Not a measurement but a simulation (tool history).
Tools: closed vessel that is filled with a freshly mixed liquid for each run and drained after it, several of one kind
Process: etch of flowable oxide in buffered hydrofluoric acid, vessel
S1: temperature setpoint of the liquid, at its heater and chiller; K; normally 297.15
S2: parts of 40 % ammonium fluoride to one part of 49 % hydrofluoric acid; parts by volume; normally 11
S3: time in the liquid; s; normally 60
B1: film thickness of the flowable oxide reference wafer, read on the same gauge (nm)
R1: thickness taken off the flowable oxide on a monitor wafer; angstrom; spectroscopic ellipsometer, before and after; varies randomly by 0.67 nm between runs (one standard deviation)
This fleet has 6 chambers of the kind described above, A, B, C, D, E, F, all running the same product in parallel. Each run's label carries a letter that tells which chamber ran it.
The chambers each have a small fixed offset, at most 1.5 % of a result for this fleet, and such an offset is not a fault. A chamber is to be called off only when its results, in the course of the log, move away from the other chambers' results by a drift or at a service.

-- hour=3.2 chamber D: hydrofluoric acid flow meter replaced
run 1E hour=6.5 | S1=297.15 S2=11 S3=60 | B1=80.001 | R1=972.6
run 2B hour=13.9 | S1=297.15 S2=11 S3=60 | B1=80.009 | R1=963.37
run 3D hour=17.5 | S1=297.15 S2=11 S3=60 | B1=79.998 | R1=971.99
run 4A hour=24.9 | S1=297.15 S2=11 S3=60 | B1=79.983 | R1=966.71
run 5C hour=29.7 | S1=297.15 S2=11 S3=60 | B1=79.951 | R1=981.13
run 6F hour=35.3 | S1=297.15 S2=8 S3=60 | B1=79.981 | R1=1281.3
run 7A hour=41.5 | S1=297.15 S2=8 S3=60 | B1=79.975 | R1=1310.2
run 8E hour=47.8 | S1=297.15 S2=8 S3=60 | B1=79.98 | R1=1293
run 9C hour=51.4 | S1=297.15 S2=8 S3=60 | B1=80.023 | R1=1289.8
run 10B hour=56.6 | S1=297.15 S2=8 S3=60 | B1=79.98 | R1=1299.3
run 11F hour=63.3 | S1=297.15 S2=8 S3=60 | B1=79.999 | R1=1291.5
run 12D hour=70.7 | S1=297.15 S2=11 S3=60 | B1=80.03 | R1=968.43
run 13E hour=77.6 | S1=297.15 S2=11 S3=60 | B1=80.068 | R1=984.33
run 14C hour=83 | S1=297.15 S2=11 S3=60 | B1=80.038 | R1=971.42
run 15A hour=90.6 | S1=297.15 S2=11 S3=60 | B1=80 | R1=978.29
run 16F hour=96.1 | S1=297.15 S2=11 S3=60 | B1=79.985 | R1=971.5
run 17D hour=101.2 | S1=297.15 S2=11 S3=60 | B1=79.994 | R1=965.27
-- hour=103.7 chamber C: thermometer replaced
run 18B hour=108.8 | S1=297.15 S2=11 S3=60 | B1=80.026 | R1=975.21
run 19F hour=116.1 | S1=297.15 S2=11 S3=60 | B1=79.989 | R1=964.59
run 20B hour=121.5 | S1=297.15 S2=11 S3=60 | B1=79.972 | R1=998.4
run 21D hour=127.4 | S1=301.65 S2=13 S3=60 | B1=80.009 | R1=1057
run 22A hour=133.9 | S1=301.65 S2=13 S3=60 | B1=79.978 | R1=1053
run 23E hour=139.2 | S1=301.65 S2=13 S3=60 | B1=79.99 | R1=1059.7
run 24C hour=143.4 | S1=301.65 S2=13 S3=60 | B1=80.051 | R1=1055.1
run 25D hour=148.6 | S1=301.65 S2=13 S3=60 | B1=80.008 | R1=1041.6
run 26C hour=152.9 | S1=301.65 S2=13 S3=60 | B1=79.995 | R1=1058
run 27F hour=157.1 | S1=297.15 S2=11 S3=60 | B1=80.014 | R1=963.86
run 28A hour=161.7 | S1=297.15 S2=11 S3=60 | B1=79.994 | R1=962.73
run 29E hour=169 | S1=293.65 S2=9 S3=60 | B1=80.012 | R1=940.34
run 30B hour=173.7 | S1=293.65 S2=9 S3=60 | B1=80.006 | R1=989.03
run 31D hour=177.9 | S1=293.65 S2=9 S3=60 | B1=79.997 | R1=937.5
run 32C hour=182.8 | S1=293.65 S2=9 S3=60 | B1=79.989 | R1=947.62
run 33E hour=188.2 | S1=293.65 S2=9 S3=60 | B1=79.947 | R1=943.58
run 34F hour=194.2 | S1=293.65 S2=9 S3=60 | B1=79.951 | R1=934.89
run 35A hour=199.7 | S1=297.15 S2=11 S3=60 | B1=80.039 | R1=968.13
run 36B hour=203.3 | S1=297.15 S2=11 S3=60 | B1=79.986 | R1=1044

All chambers now run identical settings, listed one chamber a line with results as question marks. What results will each chamber show?
run 37A hour=209.1 | S1=297.15 S2=11 S3=60 | R1=?
run 37B hour=209.1 | S1=297.15 S2=11 S3=60 | R1=?
run 37C hour=209.1 | S1=297.15 S2=11 S3=60 | R1=?
run 37D hour=209.1 | S1=297.15 S2=11 S3=60 | R1=?
run 37E hour=209.1 | S1=297.15 S2=11 S3=60 | R1=?
run 37F hour=209.1 | S1=297.15 S2=11 S3=60 | R1=?

run=37A R1=959.05
run=37B R1=1056
run=37C R1=977.69
run=37D R1=962.53
run=37E R1=981.13
run=37F R1=962.84

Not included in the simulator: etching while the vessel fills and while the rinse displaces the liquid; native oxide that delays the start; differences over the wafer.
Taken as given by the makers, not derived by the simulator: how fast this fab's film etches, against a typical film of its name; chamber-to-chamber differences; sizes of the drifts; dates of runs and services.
